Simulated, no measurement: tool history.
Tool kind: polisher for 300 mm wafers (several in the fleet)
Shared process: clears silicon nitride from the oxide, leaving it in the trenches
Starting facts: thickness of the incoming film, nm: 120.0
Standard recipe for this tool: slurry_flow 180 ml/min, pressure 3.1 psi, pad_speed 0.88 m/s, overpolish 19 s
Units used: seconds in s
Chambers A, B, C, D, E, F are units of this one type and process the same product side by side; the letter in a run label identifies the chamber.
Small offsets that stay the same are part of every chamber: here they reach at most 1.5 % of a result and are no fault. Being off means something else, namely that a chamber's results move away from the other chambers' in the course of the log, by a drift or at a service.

-- hour=6.3 chamber B: worn pad replaced by a new one
run 1C hour=9.3 | slurry_flow=180 pressure=3.1 pad_speed=0.88 overpolish=19 | seconds=165.12
run 2B hour=23.1 | slurry_flow=180 pressure=3.1 pad_speed=0.88 overpolish=19 | seconds=161.04
-- hour=27.9 chamber C: worn pad replaced by a new one
run 3E hour=29.7 | slurry_flow=180 pressure=3.1 pad_speed=0.88 overpolish=19 | seconds=166.64
-- hour=36.2 chamber D: head pressure recalibrated
run 4D hour=37.8 | slurry_flow=180 pressure=3.1 pad_speed=0.88 overpolish=19 | seconds=167.19
run 5F hour=45.7 | slurry_flow=180 pressure=3.1 pad_speed=0.88 overpolish=19 | seconds=157.67
run 6A hour=57.1 | slurry_flow=180 pressure=3.1 pad_speed=0.88 overpolish=19 | seconds=166.43
run 7D hour=68.4 | slurry_flow=180 pressure=3.1 pad_speed=0.88 overpolish=19 | seconds=161.63
-- hour=70.6 chamber E: worn pad replaced by a new one
run 8A hour=78.9 | slurry_flow=180 pressure=3.1 pad_speed=0.88 overpolish=19 | seconds=163.95
run 9B hour=89.1 | slurry_flow=180 pressure=3.1 pad_speed=0.88 overpolish=19 | seconds=161.38
-- hour=91.6 chamber C: slurry nozzle cleaned
run 10F hour=98.9 | slurry_flow=180 pressure=3.1 pad_speed=0.98 overpolish=8 | seconds=145.11
-- hour=102.1 chamber D: worn pad replaced by a new one
-- hour=111.1 chamber F: worn pad replaced by a new one
run 11C hour=113.3 | slurry_flow=180 pressure=3.1 pad_speed=0.98 overpolish=8 | seconds=149.15
-- hour=114.8 chamber C: worn pad replaced by a new one
-- hour=126 chamber A: worn pad replaced by a new one
run 12E hour=127.5 | slurry_flow=180 pressure=3.1 pad_speed=0.98 overpolish=8 | seconds=148.88
run 13D hour=139.4 | slurry_flow=180 pressure=3.1 pad_speed=0.98 overpolish=8 | seconds=148.23
run 14A hour=148.2 | slurry_flow=180 pressure=3.1 pad_speed=0.98 overpolish=8 | seconds=145.18
run 15E hour=155 | slurry_flow=180 pressure=3.1 pad_speed=0.98 overpolish=8 | seconds=149.99
run 16B hour=162.9 | slurry_flow=180 pressure=3.1 pad_speed=0.88 overpolish=19 | seconds=160.73
run 17F hour=171.1 | slurry_flow=180 pressure=3.1 pad_speed=0.88 overpolish=19 | seconds=163.11
run 18C hour=183.6 | slurry_flow=155 pressure=3.1 pad_speed=0.88 overpolish=19 | seconds=166.51
run 19A hour=191.6 | slurry_flow=155 pressure=3.1 pad_speed=0.88 overpolish=19 | seconds=169.87
-- hour=193.2 chamber A: slurry nozzle cleaned
-- hour=197.3 chamber B: worn pad replaced by a new one
run 20F hour=198 | slurry_flow=155 pressure=3.1 pad_speed=0.88 overpolish=19 | seconds=167.11
-- hour=203 chamber C: worn pad replaced by a new one
run 21E hour=209.4 | slurry_flow=155 pressure=3.1 pad_speed=0.88 overpolish=19 | seconds=171.79
-- hour=217.3 chamber E: head pressure recalibrated
run 22C hour=222.3 | slurry_flow=155 pressure=3.1 pad_speed=0.88 overpolish=19 | seconds=162.55
-- hour=228 chamber E: worn pad replaced by a new one
run 23D hour=235.1 | slurry_flow=155 pressure=3.1 pad_speed=0.88 overpolish=19 | seconds=164.18
-- hour=240.5 chamber F: slurry nozzle cleaned
run 24B hour=248 | slurry_flow=180 pressure=3.1 pad_speed=0.88 overpolish=19 | seconds=164.49
run 25A hour=257.2 | slurry_flow=180 pressure=3.1 pad_speed=0.88 overpolish=19 | seconds=165.54
run 26C hour=263.9 | slurry_flow=180 pressure=3.1 pad_speed=0.88 overpolish=19 | seconds=166.52
-- hour=268.5 chamber D: worn pad replaced by a new one
-- hour=273.6 chamber A: worn pad replaced by a new one
-- hour=274.3 chamber F: head pressure recalibrated
run 27F hour=275.3 | slurry_flow=180 pressure=3.1 pad_speed=0.88 overpolish=19 | seconds=163.57
run 28B hour=289.8 | slurry_flow=180 pressure=3.1 pad_speed=0.88 overpolish=19 | seconds=163.76
-- hour=290.2 chamber C: worn pad replaced by a new one
run 29E hour=297.7 | slurry_flow=135 pressure=3.1 pad_speed=0.88 overpolish=19 | seconds=174.24
-- hour=301 chamber F: worn pad replaced by a new one
run 30D hour=308.4 | slurry_flow=135 pressure=3.1 pad_speed=0.88 overpolish=19 | seconds=177.88
run 31E hour=314.7 | slurry_flow=135 pressure=3.1 pad_speed=0.88 overpolish=19 | seconds=178.63
run 32B hour=322.2 | slurry_flow=135 pressure=3.1 pad_speed=0.88 overpolish=19 | seconds=173.41
run 33F hour=330.7 | slurry_flow=135 pressure=3.1 pad_speed=0.88 overpolish=19 | seconds=171.45
run 34C hour=337.7 | slurry_flow=135 pressure=3.1 pad_speed=0.88 overpolish=19 | seconds=173.51
run 35D hour=344.3 | slurry_flow=180 pressure=3.1 pad_speed=0.88 overpolish=19 | seconds=166.38
run 36A hour=356.6 | slurry_flow=180 pressure=3.1 pad_speed=0.88 overpolish=19 | seconds=156.4
run 37A hour=366.5 | slurry_flow=180 pressure=3.1 pad_speed=0.88 overpolish=19 | seconds=171.3
run 38E hour=375.3 | slurry_flow=180 pressure=3.1 pad_speed=0.88 overpolish=19 | seconds=166.48
-- hour=375.5 chamber C: worn pad replaced by a new one
run 39F hour=388.1 | slurry_flow=180 pressure=3.1 pad_speed=0.88 overpolish=19 | seconds=170.37
run 40C hour=400.8 | slurry_flow=180 pressure=3.1 pad_speed=0.88 overpolish=19 | seconds=164.45
-- hour=409.5 chamber D: worn pad replaced by a new one
run 41D hour=411.5 | slurry_flow=180 pressure=3.4 pad_speed=0.88 overpolish=30 | seconds=149.64

Predict what each chamber gives when all 6 of them run the settings below next.
run 42A hour=421.8 | slurry_flow=180 pressure=3.1 pad_speed=0.88 overpolish=15 | seconds=?
run 42B hour=421.8 | slurry_flow=180 pressure=3.1 pad_speed=0.88 overpolish=15 | seconds=?
run 42C hour=421.8 | slurry_flow=180 pressure=3.1 pad_speed=0.88 overpolish=15 | seconds=?
run 42D hour=421.8 | slurry_flow=180 pressure=3.1 pad_speed=0.88 overpolish=15 | seconds=?
run 42E hour=421.8 | slurry_flow=180 pressure=3.1 pad_speed=0.88 overpolish=15 | seconds=?
run 42F hour=421.8 | slurry_flow=180 pressure=3.1 pad_speed=0.88 overpolish=15 | seconds=?

run=42A seconds=165.82
run=42B seconds=164.99
run=42C seconds=165.26
run=42D seconds=158.12
run=42E seconds=172.5
run=42F seconds=166.2
